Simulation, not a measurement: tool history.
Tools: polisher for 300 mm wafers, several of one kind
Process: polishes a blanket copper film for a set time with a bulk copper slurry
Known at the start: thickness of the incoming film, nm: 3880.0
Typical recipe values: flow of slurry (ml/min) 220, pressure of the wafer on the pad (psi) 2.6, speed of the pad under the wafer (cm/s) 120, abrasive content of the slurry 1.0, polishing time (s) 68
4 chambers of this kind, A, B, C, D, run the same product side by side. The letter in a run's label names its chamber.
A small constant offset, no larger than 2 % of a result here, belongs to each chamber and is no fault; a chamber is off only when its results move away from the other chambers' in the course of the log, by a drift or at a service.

| run | hour | flow of slurry (ml/min) | pressure of the wafer on the pad (psi) | speed of the pad under the wafer (cm/s) | abrasive content of the slurry | polishing time (s) | wafers polished on this pad | hours since the slurry nozzle was cleaned | hours since the head pressure was calibrated | hours since the slurry blender was calibrated | film removed (nm) |
|---|---|---|---|---|---|---|---|---|---|---|---|
| 1B | 11.1 | 220 | 2.6 | 120 | 1.0 | 68 | 448 | 489.5 | 725.5 | 238.3 | 631.96 |
| 2A | 19.4 | 220 | 2.6 | 120 | 1.0 | 68 | 701 | 93.7 | 119.4 | 151.8 | 637.57 |
|  | 24.3 | chamber D: worn pad replaced by a new one |
| 3C | 25.4 | 220 | 2.6 | 120 | 1.0 | 68 | 325 | 362.2 | 243.0 | 322.5 | 638.73 |
| 4D | 33.8 | 220 | 2.6 | 120 | 1.0 | 68 | 73 | 404.2 | 201.3 | 255.4 | 640.16 |
| 5A | 41.6 | 220 | 2.6 | 120 | 1.0 | 68 | 872 | 115.9 | 141.6 | 174.0 | 632.17 |
| 6C | 48.4 | 220 | 2.6 | 120 | 1.0 | 68 | 503 | 385.2 | 266.0 | 345.5 | 632.46 |
| 7D | 55.2 | 220 | 2.6 | 120 | 1.0 | 68 | 238 | 425.6 | 222.7 | 276.8 | 633.33 |
|  | 58.0 | chamber B: worn pad replaced by a new one |
| 8B | 62.0 | 220 | 2.1 | 120 | 1.0 | 61 | 31 | 540.4 | 776.4 | 289.2 | 454.72 |
| 9A | 74.4 | 220 | 2.1 | 120 | 1.0 | 61 | 1125 | 148.7 | 174.4 | 206.8 | 448.33 |
| 10D | 86.2 | 220 | 2.1 | 120 | 1.0 | 61 | 477 | 456.6 | 253.7 | 307.8 | 462.26 |
|  | 86.3 | chamber C: slurry nozzle cleaned |
|  | 90.3 | chamber B: slurry blender recalibrated |
|  | 90.5 | chamber C: worn pad replaced by a new one |
| 11C | 92.5 | 220 | 2.1 | 120 | 1.0 | 61 | 15 | 6.3 | 310.1 | 389.6 | 462.66 |
|  | 94.2 | chamber D: worn pad replaced by a new one |
|  | 99.0 | chamber A: worn pad replaced by a new one |
| 12B | 99.0 | 220 | 2.6 | 120 | 1.0 | 68 | 316 | 577.4 | 813.4 | 8.7 | 624.18 |
|  | 107.8 | chamber B: slurry nozzle cleaned |
| 13A | 112.2 | 220 | 2.6 | 120 | 1.0 | 68 | 101 | 186.5 | 212.2 | 244.6 | 611.33 |
| 14D | 118.7 | 220 | 2.6 | 152 | 1.0 | 68 | 189 | 489.1 | 286.2 | 340.3 | 806.44 |
| 15B | 128.7 | 220 | 2.6 | 152 | 1.0 | 68 | 545 | 20.9 | 843.1 | 38.4 | 796.69 |
|  | 129.0 | chamber D: slurry nozzle cleaned |
| 16C | 135.3 | 220 | 2.6 | 152 | 1.0 | 68 | 345 | 49.1 | 352.9 | 432.4 | 801.59 |
|  | 137.7 | chamber D: slurry blender recalibrated |
|  | 141.7 | chamber A: slurry nozzle cleaned |
| 17C | 147.8 | 220 | 2.6 | 152 | 1.0 | 68 | 442 | 61.6 | 365.4 | 444.9 | 811.98 |
| 18D | 156.5 | 220 | 2.6 | 120 | 1.0 | 68 | 480 | 27.5 | 324.0 | 18.8 | 635.72 |
|  | 158.5 | chamber D: worn pad replaced by a new one |
| 19B | 165.8 | 220 | 2.6 | 120 | 1.0 | 68 | 831 | 58.0 | 880.2 | 75.5 | 625.24 |
|  | 169.8 | chamber B: worn pad replaced by a new one |
| 20A | 173.0 | 220 | 2.6 | 120 | 1.0 | 68 | 570 | 31.3 | 273.0 | 305.4 | 594.76 |
| 21A | 185.3 | 220 | 2.6 | 120 | 1.0 | 68 | 665 | 43.6 | 285.3 | 317.7 | 598.01 |
| 22D | 196.6 | 220 | 2.6 | 120 | 1.0 | 68 | 294 | 67.6 | 364.1 | 58.9 | 634.14 |
| 23B | 208.7 | 220 | 2.6 | 120 | 1.0 | 68 | 300 | 100.9 | 923.1 | 118.4 | 624.34 |
|  | 218.7 | chamber C: worn pad replaced by a new one |
| 24C | 222.3 | 220 | 2.6 | 120 | 1.0 | 68 | 27 | 136.1 | 439.9 | 519.4 | 631.84 |
| 25A | 234.4 | 220 | 2.6 | 120 | 1.0 | 68 | 1044 | 92.7 | 334.4 | 366.8 | 581.32 |
| 26B | 246.8 | 220 | 2.6 | 120 | 1.0 | 68 | 594 | 139.0 | 961.2 | 156.5 | 626.57 |

Which is it: a chamber that has drifted or been left off by a service, a gauge drift common to all chambers, or only each chamber's usual small offset? If a chamber is off, name it and its likeliest cause.

It is chamber A that slowly wanders off from its peers.
Most likely cause: abrasive missing from the slurry, % = 34.7.
The log may not separate it from: head's pressure below its setpoint, %.

Below are 4 candidate recipes for chamber A's next run, each the usual settings with a change, their results shown as question marks. Which of them brings A's results back in line with what the other chambers give on the usual settings?
To be in line, a result may differ from the other chambers' mean on the usual settings by at most: film removed (nm) 15.00
| 27A-1 | 256.7 | 220 | 2.7 | 120 | 1.0 | 72 |  |  |  |  | ? |
| 27A-2 | 256.7 | 220 | 2.5 | 116 | 1.0 | 66 |  |  |  |  | ? |
| 27A-3 | 256.7 | 220 | 2.8 | 132 | 1.0 | 68 |  |  |  |  | ? |
| 27A-4 | 256.7 | 220 | 2.4 | 110 | 1.0 | 68 |  |  |  |  | ? |

Mean of the other chambers on the usual settings: film removed (nm) 634.91
| run | film removed (nm) |
|---|---|
| 27A-1 | 634.58 |
| 27A-2 | 520.80 |
| 27A-3 | 682.81 |
| 27A-4 | 488.82 |
27A-1 is the one that brings the chamber's results back in line with the other chambers.

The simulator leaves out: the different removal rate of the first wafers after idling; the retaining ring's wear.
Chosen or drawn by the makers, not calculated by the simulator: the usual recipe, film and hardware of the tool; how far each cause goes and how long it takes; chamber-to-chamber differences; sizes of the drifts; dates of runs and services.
